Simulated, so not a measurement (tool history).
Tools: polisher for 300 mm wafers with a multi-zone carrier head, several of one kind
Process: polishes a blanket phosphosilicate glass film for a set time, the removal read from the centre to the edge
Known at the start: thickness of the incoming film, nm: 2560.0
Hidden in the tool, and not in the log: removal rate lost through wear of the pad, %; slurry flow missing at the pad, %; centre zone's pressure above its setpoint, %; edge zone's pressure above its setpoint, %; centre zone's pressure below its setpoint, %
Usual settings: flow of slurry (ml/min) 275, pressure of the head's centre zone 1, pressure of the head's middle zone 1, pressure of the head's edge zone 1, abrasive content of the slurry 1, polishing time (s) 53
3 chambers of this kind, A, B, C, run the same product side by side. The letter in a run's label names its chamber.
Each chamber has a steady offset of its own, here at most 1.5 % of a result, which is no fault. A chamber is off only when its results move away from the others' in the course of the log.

run,hour,flow of slurry (ml/min),pressure of the head's centre zone,pressure of the head's middle zone,pressure of the head's edge zone,abrasive content of the slurry,polishing time (s),wafers polished on this pad,hours since the slurry nozzle was cleaned,hours since the centre zone pressure was calibrated,hours since the edge zone pressure was calibrated,film removed at the wafer's centre (Å),film removed at mid-radius (Å),film removed at the wafer's edge (Å)
1B,11.3,275,1,1,1,1,53,601,40.3,238.2,311.4,5377.6,5531.3,5298.4
# hour 15.3: chamber B: worn pad replaced by a new one
2A,24.1,275,1,1,1,1,53,906,61.1,858.6,137.3,5311.6,5456.5,5475.6
# hour 28.4: chamber A: worn pad replaced by a new one
3C,35.8,275,1,1,1,1,53,407,88.4,611.5,706.3,5331.7,5291.5,5535.6
4B,47.3,275,1,1,1,1,53,353,76.3,274.2,347.4,5415.9,5341.3,5311.4
5A,62.8,275,1,1,1.04,0.8,53,379,99.8,897.3,176,4756.1,4806.9,5002.4
# hour 68.4: chamber B: worn pad replaced by a new one
6C,77.8,275,1,1,1.04,0.8,53,869,130.4,653.5,748.3,4796.1,4912.2,5028.1
# hour 79.9: chamber A: centre zone pressure recalibrated
7A,91.5,275,1,1,1.04,0.8,53,695,128.5,11.6,204.7,4714.9,4823.9,4974.9
8B,101,275,1,1,1,1,53,359,130,327.9,401.1,5286.7,5396.2,5243.6
# hour 106.3: chamber A: worn pad replaced by a new one
# hour 109.1: chamber C: worn pad replaced by a new one
9C,112.6,275,1,1,1,1,53,39,165.2,688.3,783.1,5333.2,5464.7,5296.1
# hour 117.4: chamber C: edge zone pressure recalibrated
10A,120.8,275,1,1,1,1,53,159,157.8,40.9,234,5378,5302.5,5364.7
# hour 125.2: chamber B: worn pad replaced by a new one
11B,129.8,275,1,1,1,1,53,51,158.8,356.7,429.9,5439.9,5428.4,5297.6
12C,139,275,1,1,1,1,53,330,191.6,714.7,21.7,5322,5284.2,5449.6
13B,149.1,275,1,1,1,1,53,263,178.1,376,449.2,5450.5,5371.8,5384.5
# hour 157: chamber C: centre zone pressure recalibrated
14C,158.6,275,1,1,1,1,53,546,211.2,1.6,41.3,4908.4,5211,5286.9
15A,166.8,275,1,1,1,1,53,666,203.8,86.9,280,5403.4,5401.5,5375.7
16A,177.5,275,1,1,1,1,69,784,214.5,97.6,290.7,7005.5,7135.9,7124.7
# hour 185: chamber B: worn pad replaced by a new one
# hour 190.2: chamber A: worn pad replaced by a new one
17C,193.1,275,1,1,1,1,69,926,245.7,36.1,75.8,6369.7,6867,7083.3
18B,202.3,275,1,1,1,1,69,190,231.3,429.2,502.4,6971.6,7060.4,6778.8
19C,209.6,275,1,1,1,1,53,1107,262.2,52.6,92.3,4840.4,5366.9,5300.2
20A,224.7,225,1.11,1,1,1,53,380,261.7,144.8,337.9,5838.2,5297.8,5373.8
21B,236.6,225,1.11,1,1,1,53,568,265.6,463.5,536.7,5899.9,5224.1,5166
# hour 236.8: chamber B: worn pad replaced by a new one
22B,250.2,225,1.11,1,1,1,53,148,279.2,477.1,550.3,5879,5258.4,5285.9
# hour 265: chamber A: worn pad replaced by a new one
23A,265.6,275,1,1,1,1,53,7,302.6,185.7,378.8,5419.4,5325.4,5466.1

What goes on in this fleet: one chamber off, a drifting gauge, or nothing beyond the chambers' own small offsets? Name the chamber and the cause, if any.

A service left chamber C off against the others.
Cause: centre zone's pressure below its setpoint, % = 7.69.

Here are 4 candidates for chamber C's next run, each the usual settings with a change, their results left as question marks. Which one brings its results back in line with what the others give on the usual settings?
In line means no further than this from the other chambers' mean on the usual settings: film removed at the wafer's centre (Å) 140; film removed at mid-radius (Å) 270; film removed at the wafer's edge (Å) 240
24C-1,277.2,285,1.11,0.99,0.95,1,54,,,,,?,?,?
24C-2,277.2,270,0.93,1,1.03,1,53,,,,,?,?,?
24C-3,277.2,280,1.07,1,0.97,1,54,,,,,?,?,?
24C-4,277.2,265,0.9,1.01,1.04,1,52,,,,,?,?,?

The other chambers' mean on the usual settings: film removed at the wafer's centre (Å) 5355; film removed at mid-radius (Å) 5387.6; film removed at the wafer's edge (Å) 5367.8
run,film removed at the wafer's centre (Å),film removed at mid-radius (Å),film removed at the wafer's edge (Å)
24C-1,5612,5458.9,5303.1
24C-2,4489.9,5381,5407.9
24C-3,5377.2,5500.8,5352.7
24C-4,4234.9,5318.3,5324.4
24C-3 brings the chamber back in line.
